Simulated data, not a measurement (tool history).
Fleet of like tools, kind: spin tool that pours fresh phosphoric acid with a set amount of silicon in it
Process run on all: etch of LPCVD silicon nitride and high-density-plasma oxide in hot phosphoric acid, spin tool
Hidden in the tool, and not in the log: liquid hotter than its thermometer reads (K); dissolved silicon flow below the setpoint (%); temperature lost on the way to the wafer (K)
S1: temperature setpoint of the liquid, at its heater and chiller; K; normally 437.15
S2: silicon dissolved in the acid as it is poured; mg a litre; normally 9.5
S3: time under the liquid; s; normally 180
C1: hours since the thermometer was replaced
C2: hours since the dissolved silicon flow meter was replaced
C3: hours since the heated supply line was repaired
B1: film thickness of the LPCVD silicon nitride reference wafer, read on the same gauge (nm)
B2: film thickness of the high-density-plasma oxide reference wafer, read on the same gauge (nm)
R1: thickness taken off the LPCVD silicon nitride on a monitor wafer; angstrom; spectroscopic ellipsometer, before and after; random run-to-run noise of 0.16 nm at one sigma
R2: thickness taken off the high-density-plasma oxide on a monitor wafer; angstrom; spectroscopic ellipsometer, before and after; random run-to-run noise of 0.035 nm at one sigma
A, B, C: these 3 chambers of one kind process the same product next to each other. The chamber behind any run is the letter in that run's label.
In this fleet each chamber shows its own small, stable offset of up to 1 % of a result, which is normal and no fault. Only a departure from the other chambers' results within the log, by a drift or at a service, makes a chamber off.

run    day      S1   S2   S3      C1      C2      C3      B1      B2      R1      R2
 1C  0.267  437.15  9.5  180   884.9    1486   350.9  80.004  149.99  191.11  4.4284
 2A  0.746  437.15  9.5  180  2664.3   331.1     832   80.01     150  193.84  4.9266
 3B  1.212  437.15  9.5  180   270.6   712.1  1593.5  79.992  149.98  190.12  5.2402
 4B  1.554  437.15  9.5  180   278.8   720.3  1601.7  80.023  150.03  192.01   4.131
 5A  2.058  437.15  9.5  180  2695.8   362.6   863.5  79.993  149.98  191.92  4.7043
 6C  2.496  437.15  9.5  180   938.4  1539.5   404.4  80.001  150.01  188.16  4.0997
     2.504  -- chamber A: thermometer replaced
 7A  2.888  437.15  9.5  180     9.2   382.5   883.4  80.008  149.98  193.64  4.7163
 8C    3.3  437.15  9.5  180   957.7  1558.8   423.7  80.004  150.05  189.85  4.8864
 9B  3.804  437.15  9.5  180   332.8   774.3  1655.7  80.022  149.98  190.93  4.7124
10A  4.054  437.15  9.5  180    37.2   410.5   911.4  79.992  150.02   191.7  3.9371
11C  4.354  437.15  9.5  180     983  1584.1     449  80.011  149.95  193.01  4.3911
12B  4.808  437.15  9.5  180   356.9   798.4  1679.8  80.028  150.02  191.58   4.862
13C  5.321  438.65  9.5   75  1006.2  1607.3   472.2  80.009  150.03  84.131  2.4535
14B  5.575  438.65  9.5   75   375.3   816.8  1698.2  80.007  150.01  84.119  2.1251
15A  5.992  438.65  9.5   75    83.7     457   957.9  79.998  150.01    83.9  2.1053
16C  6.408  437.15  9.5  180  1032.3  1633.4   498.3  80.018  150.04  193.89  4.0374
17A  6.796  437.15  9.5  180     103   476.3   977.2  80.007  150.02  190.25  4.7053
18B  7.067  437.15  9.5  180   411.1   852.6    1734  79.989  149.99  191.34  4.6052
19B  7.329  437.15  9.5  180   417.4   858.9  1740.3  79.996  149.96  189.81  3.9123
20A    7.7  437.15  9.5  180   124.7     498   998.9  79.975     150     194  5.0162

Is one chamber off against the others, does the gauge drift, or is nothing wrong? If a chamber is off, say which, and what the likeliest cause is.

Beyond each chamber's small constant offset nothing stands out, and the gauge stays steady.
